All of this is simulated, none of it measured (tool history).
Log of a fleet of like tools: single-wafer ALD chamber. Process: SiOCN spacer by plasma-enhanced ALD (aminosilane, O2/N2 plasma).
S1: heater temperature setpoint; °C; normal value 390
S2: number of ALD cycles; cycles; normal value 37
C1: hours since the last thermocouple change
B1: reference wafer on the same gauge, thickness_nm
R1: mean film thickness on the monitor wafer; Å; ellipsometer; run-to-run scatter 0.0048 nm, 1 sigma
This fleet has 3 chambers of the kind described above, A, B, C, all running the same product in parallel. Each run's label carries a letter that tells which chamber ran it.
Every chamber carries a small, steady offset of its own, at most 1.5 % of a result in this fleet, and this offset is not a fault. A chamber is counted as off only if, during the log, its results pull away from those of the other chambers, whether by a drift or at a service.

{"run": "1C", "day": 0.358, "S1": 390, "S2": 37, "C1": 2133.7, "B1": 2.2183, "R1": 22.05}
{"run": "2A", "day": 0.746, "S1": 390, "S2": 37, "C1": 1280.6, "B1": 2.2208, "R1": 22.078}
{"run": "3B", "day": 0.983, "S1": 390, "S2": 37, "C1": 1205.7, "B1": 2.2199, "R1": 22.179}
{"run": "4A", "day": 1.354, "S1": 390, "S2": 37, "C1": 1295.2, "B1": 2.22, "R1": 22.174}
{"run": "5B", "day": 1.562, "S1": 390, "S2": 37, "C1": 1219.6, "B1": 2.2198, "R1": 22.141}
{"run": "6C", "day": 1.85, "S1": 390, "S2": 40, "C1": 2169.5, "B1": 2.2193, "R1": 23.948}
{"run": "7A", "day": 2.204, "S1": 390, "S2": 40, "C1": 1315.6, "B1": 2.2198, "R1": 23.968}
{"run": "8B", "day": 2.521, "S1": 390, "S2": 40, "C1": 1242.6, "B1": 2.2206, "R1": 23.918}
{"run": "9C", "day": 2.733, "S1": 390, "S2": 37, "C1": 2190.7, "B1": 2.2207, "R1": 22.012}
{"run": "10B", "day": 3.112, "S1": 390, "S2": 37, "C1": 1256.8, "B1": 2.2207, "R1": 22.139}
{"run": "11C", "day": 3.458, "S1": 390, "S2": 37, "C1": 2208.1, "B1": 2.2209, "R1": 22.098}
{"run": "12A", "day": 3.725, "S1": 390, "S2": 37, "C1": 1352.1, "B1": 2.2197, "R1": 22.146}
{"run": "13B", "day": 3.938, "S1": 376, "S2": 32, "C1": 1276.6, "B1": 2.2198, "R1": 19.105}
{"run": "14A", "day": 4.175, "S1": 376, "S2": 32, "C1": 1362.9, "B1": 2.2197, "R1": 19.142}
{"run": "15C", "day": 4.438, "S1": 376, "S2": 32, "C1": 2231.6, "B1": 2.2197, "R1": 19.088}
{"run": "16C", "day": 4.838, "S1": 390, "S2": 37, "C1": 2241.2, "B1": 2.2188, "R1": 22.005}
{"day": 4.896, "done": "chamber C: thermocouple changed; heater temperature recalibrated"}
{"run": "17A", "day": 5.108, "S1": 390, "S2": 37, "C1": 1385.3, "B1": 2.2196, "R1": 22.2}
{"run": "18B", "day": 5.583, "S1": 390, "S2": 37, "C1": 1316.1, "B1": 2.2199, "R1": 22.074}
{"run": "19C", "day": 5.85, "S1": 390, "S2": 37, "C1": 22.9, "B1": 2.2194, "R1": 22.014}
{"run": "20A", "day": 6.104, "S1": 401, "S2": 33, "C1": 1409.2, "B1": 2.2185, "R1": 19.751}
{"run": "21B", "day": 6.325, "S1": 401, "S2": 33, "C1": 1333.9, "B1": 2.2202, "R1": 19.636}
{"run": "22B", "day": 6.533, "S1": 401, "S2": 33, "C1": 1338.9, "B1": 2.2202, "R1": 19.733}
{"run": "23C", "day": 7.0, "S1": 390, "S2": 37, "C1": 50.5, "B1": 2.22, "R1": 22.142}
{"run": "24A", "day": 7.467, "S1": 390, "S2": 37, "C1": 1441.9, "B1": 2.2207, "R1": 22.225}
{"run": "25B", "day": 7.812, "S1": 390, "S2": 37, "C1": 1369.6, "B1": 2.2204, "R1": 22.099}
{"run": "26A", "day": 8.088, "S1": 390, "S2": 37, "C1": 1456.8, "B1": 2.2189, "R1": 22.173}
{"run": "27C", "day": 8.4, "S1": 390, "S2": 37, "C1": 84.1, "B1": 2.2202, "R1": 22.077}
{"run": "28B", "day": 8.792, "S1": 390, "S2": 37, "C1": 1393.1, "B1": 2.2208, "R1": 22.172}
{"run": "29A", "day": 9.021, "S1": 390, "S2": 37, "C1": 1479.2, "B1": 2.2208, "R1": 22.226}
{"run": "30C", "day": 9.258, "S1": 390, "S2": 37, "C1": 104.7, "B1": 2.2198, "R1": 22.123}
{"run": "31B", "day": 9.708, "S1": 390, "S2": 37, "C1": 1415.1, "B1": 2.2198, "R1": 22.072}
{"run": "32C", "day": 9.917, "S1": 390, "S2": 37, "C1": 120.5, "B1": 2.221, "R1": 22.104}
{"run": "33A", "day": 10.262, "S1": 390, "S2": 37, "C1": 1509, "B1": 2.2186, "R1": 22.179}
{"run": "34B", "day": 10.588, "S1": 390, "S2": 37, "C1": 1436.2, "B1": 2.2197, "R1": 22.161}
{"run": "35C", "day": 11.033, "S1": 378, "S2": 30, "C1": 147.3, "B1": 2.2185, "R1": 17.941}
{"run": "36A", "day": 11.367, "S1": 378, "S2": 30, "C1": 1535.5, "B1": 2.2206, "R1": 17.962}
{"run": "37B", "day": 11.833, "S1": 378, "S2": 30, "C1": 1466.1, "B1": 2.2193, "R1": 17.992}
{"run": "38C", "day": 12.158, "S1": 390, "S2": 37, "C1": 174.3, "B1": 2.2196, "R1": 22.037}
{"run": "39A", "day": 12.392, "S1": 390, "S2": 42, "C1": 1560.1, "B1": 2.221, "R1": 25.193}
{"run": "40A", "day": 12.738, "S1": 390, "S2": 42, "C1": 1568.4, "B1": 2.2204, "R1": 25.182}

All 3 chambers run these settings next. Forecast each chamber's results:
{"run": "41A", "day": 13.079, "S1": 390, "S2": 37, "R1": "?"}
{"run": "41B", "day": 13.079, "S1": 390, "S2": 37, "R1": "?"}
{"run": "41C", "day": 13.079, "S1": 390, "S2": 37, "R1": "?"}

run=41A R1=22.213
run=41B R1=22.12
run=41C R1=22.069

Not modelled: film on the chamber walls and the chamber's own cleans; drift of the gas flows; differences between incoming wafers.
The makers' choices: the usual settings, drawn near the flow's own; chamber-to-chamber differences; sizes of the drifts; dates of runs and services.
